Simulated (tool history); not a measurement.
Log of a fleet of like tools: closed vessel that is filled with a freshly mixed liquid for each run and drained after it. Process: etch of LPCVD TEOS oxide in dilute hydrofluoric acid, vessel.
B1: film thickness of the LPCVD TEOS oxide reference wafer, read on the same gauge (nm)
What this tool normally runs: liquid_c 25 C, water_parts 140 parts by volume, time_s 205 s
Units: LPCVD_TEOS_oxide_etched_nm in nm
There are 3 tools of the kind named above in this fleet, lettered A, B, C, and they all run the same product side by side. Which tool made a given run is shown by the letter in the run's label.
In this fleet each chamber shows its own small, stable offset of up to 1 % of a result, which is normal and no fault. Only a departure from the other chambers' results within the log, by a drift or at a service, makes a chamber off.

run 1C hour=4.3 | liquid_c=25 water_parts=140 time_s=205 | B1=70.018 | LPCVD_TEOS_oxide_etched_nm=55.489
run 2B hour=7.4 | liquid_c=25 water_parts=140 time_s=205 | B1=69.994 | LPCVD_TEOS_oxide_etched_nm=55.122
run 3A hour=11.5 | liquid_c=25 water_parts=140 time_s=205 | B1=70.024 | LPCVD_TEOS_oxide_etched_nm=55.627
run 4B hour=14.7 | liquid_c=25 water_parts=140 time_s=205 | B1=70.014 | LPCVD_TEOS_oxide_etched_nm=55.306
run 5C hour=18.5 | liquid_c=27 water_parts=140 time_s=300 | B1=70.033 | LPCVD_TEOS_oxide_etched_nm=87.65
run 6A hour=22.5 | liquid_c=27 water_parts=140 time_s=300 | B1=70.009 | LPCVD_TEOS_oxide_etched_nm=86.888
run 7A hour=26.8 | liquid_c=27 water_parts=140 time_s=300 | B1=70.005 | LPCVD_TEOS_oxide_etched_nm=86.133
run 8C hour=28.7 | liquid_c=25 water_parts=140 time_s=205 | B1=70.01 | LPCVD_TEOS_oxide_etched_nm=55.577
run 9B hour=33.1 | liquid_c=25 water_parts=140 time_s=205 | B1=70.045 | LPCVD_TEOS_oxide_etched_nm=54.962
run 10B hour=36 | liquid_c=25 water_parts=140 time_s=205 | B1=69.975 | LPCVD_TEOS_oxide_etched_nm=55.209
run 11A hour=39 | liquid_c=25 water_parts=140 time_s=205 | B1=70.03 | LPCVD_TEOS_oxide_etched_nm=55.679
run 12C hour=41.4 | liquid_c=25 water_parts=140 time_s=205 | B1=70.017 | LPCVD_TEOS_oxide_etched_nm=55.529
run 13A hour=45.2 | liquid_c=25 water_parts=140 time_s=205 | B1=69.998 | LPCVD_TEOS_oxide_etched_nm=54.878
run 14C hour=47.4 | liquid_c=25 water_parts=140 time_s=205 | B1=70.027 | LPCVD_TEOS_oxide_etched_nm=55.8
run 15B hour=50.3 | liquid_c=25 water_parts=140 time_s=205 | B1=70.003 | LPCVD_TEOS_oxide_etched_nm=55.024
run 16A hour=54.2 | liquid_c=25 water_parts=140 time_s=205 | B1=70.003 | LPCVD_TEOS_oxide_etched_nm=55.283
run 17C hour=58 | liquid_c=25 water_parts=140 time_s=205 | B1=70.016 | LPCVD_TEOS_oxide_etched_nm=55.478
run 18B hour=62.1 | liquid_c=25 water_parts=140 time_s=205 | B1=69.958 | LPCVD_TEOS_oxide_etched_nm=55.275
run 19B hour=64.4 | liquid_c=25 water_parts=85 time_s=250 | B1=69.996 | LPCVD_TEOS_oxide_etched_nm=117.34
run 20A hour=68.3 | liquid_c=25 water_parts=85 time_s=250 | B1=69.985 | LPCVD_TEOS_oxide_etched_nm=118.01
run 21C hour=70.9 | liquid_c=25 water_parts=85 time_s=250 | B1=70.039 | LPCVD_TEOS_oxide_etched_nm=117.24
run 22A hour=73.7 | liquid_c=25 water_parts=140 time_s=205 | B1=69.964 | LPCVD_TEOS_oxide_etched_nm=55.756
run 23C hour=76.7 | liquid_c=25 water_parts=140 time_s=205 | B1=70.015 | LPCVD_TEOS_oxide_etched_nm=56.157
run 24B hour=79.9 | liquid_c=25 water_parts=140 time_s=205 | B1=69.969 | LPCVD_TEOS_oxide_etched_nm=54.094
run 25C hour=83 | liquid_c=25 water_parts=140 time_s=205 | B1=69.998 | LPCVD_TEOS_oxide_etched_nm=54.767
run 26A hour=85.1 | liquid_c=25 water_parts=115 time_s=110 | B1=69.996 | LPCVD_TEOS_oxide_etched_nm=37.015
run 27B hour=88.5 | liquid_c=25 water_parts=115 time_s=110 | B1=69.986 | LPCVD_TEOS_oxide_etched_nm=36.258
run 28B hour=92.3 | liquid_c=25 water_parts=115 time_s=110 | B1=70.001 | LPCVD_TEOS_oxide_etched_nm=35.771
run 29A hour=95.5 | liquid_c=25 water_parts=140 time_s=205 | B1=69.928 | LPCVD_TEOS_oxide_etched_nm=55.926
run 30C hour=98.3 | liquid_c=25 water_parts=140 time_s=205 | B1=70.023 | LPCVD_TEOS_oxide_etched_nm=55.479
run 31B hour=100.4 | liquid_c=25 water_parts=140 time_s=205 | B1=70.024 | LPCVD_TEOS_oxide_etched_nm=53.508
run 32A hour=104.4 | liquid_c=25 water_parts=140 time_s=205 | B1=69.99 | LPCVD_TEOS_oxide_etched_nm=54.98
run 33C hour=108.2 | liquid_c=25 water_parts=140 time_s=205 | B1=69.989 | LPCVD_TEOS_oxide_etched_nm=55.473
run 34A hour=112 | liquid_c=25 water_parts=140 time_s=205 | B1=69.996 | LPCVD_TEOS_oxide_etched_nm=55.702
run 35C hour=115 | liquid_c=25 water_parts=140 time_s=205 | B1=69.965 | LPCVD_TEOS_oxide_etched_nm=55.591
run 36B hour=119.3 | liquid_c=25 water_parts=140 time_s=205 | B1=70.039 | LPCVD_TEOS_oxide_etched_nm=53.156
run 37B hour=121.3 | liquid_c=25 water_parts=140 time_s=205 | B1=70.014 | LPCVD_TEOS_oxide_etched_nm=53.249
run 38C hour=125.5 | liquid_c=25 water_parts=140 time_s=205 | B1=69.98 | LPCVD_TEOS_oxide_etched_nm=55.136
run 39A hour=128.8 | liquid_c=25 water_parts=140 time_s=205 | B1=70.014 | LPCVD_TEOS_oxide_etched_nm=55.176
run 40A hour=130.9 | liquid_c=25 water_parts=140 time_s=205 | B1=69.982 | LPCVD_TEOS_oxide_etched_nm=54.812
run 41C hour=135.1 | liquid_c=25 water_parts=140 time_s=205 | B1=69.981 | LPCVD_TEOS_oxide_etched_nm=54.824
run 42B hour=137.2 | liquid_c=21 water_parts=205 time_s=205 | B1=69.984 | LPCVD_TEOS_oxide_etched_nm=28.993
run 43B hour=139.4 | liquid_c=21 water_parts=205 time_s=205 | B1=70 | LPCVD_TEOS_oxide_etched_nm=29.104
-- hour=140 chamber C: hydrofluoric acid flow meter replaced
run 44C hour=143.4 | liquid_c=21 water_parts=205 time_s=205 | B1=69.971 | LPCVD_TEOS_oxide_etched_nm=30.587

For the next run the whole fleet of 3 chambers uses the same settings. Give each chamber's results:
run 45A hour=146.6 | liquid_c=25 water_parts=140 time_s=205 | LPCVD_TEOS_oxide_etched_nm=?
run 45B hour=146.6 | liquid_c=25 water_parts=140 time_s=205 | LPCVD_TEOS_oxide_etched_nm=?
run 45C hour=146.6 | liquid_c=25 water_parts=140 time_s=205 | LPCVD_TEOS_oxide_etched_nm=?

run=45A LPCVD_TEOS_oxide_etched_nm=55.04
run=45B LPCVD_TEOS_oxide_etched_nm=52.347
run=45C LPCVD_TEOS_oxide_etched_nm=55.83
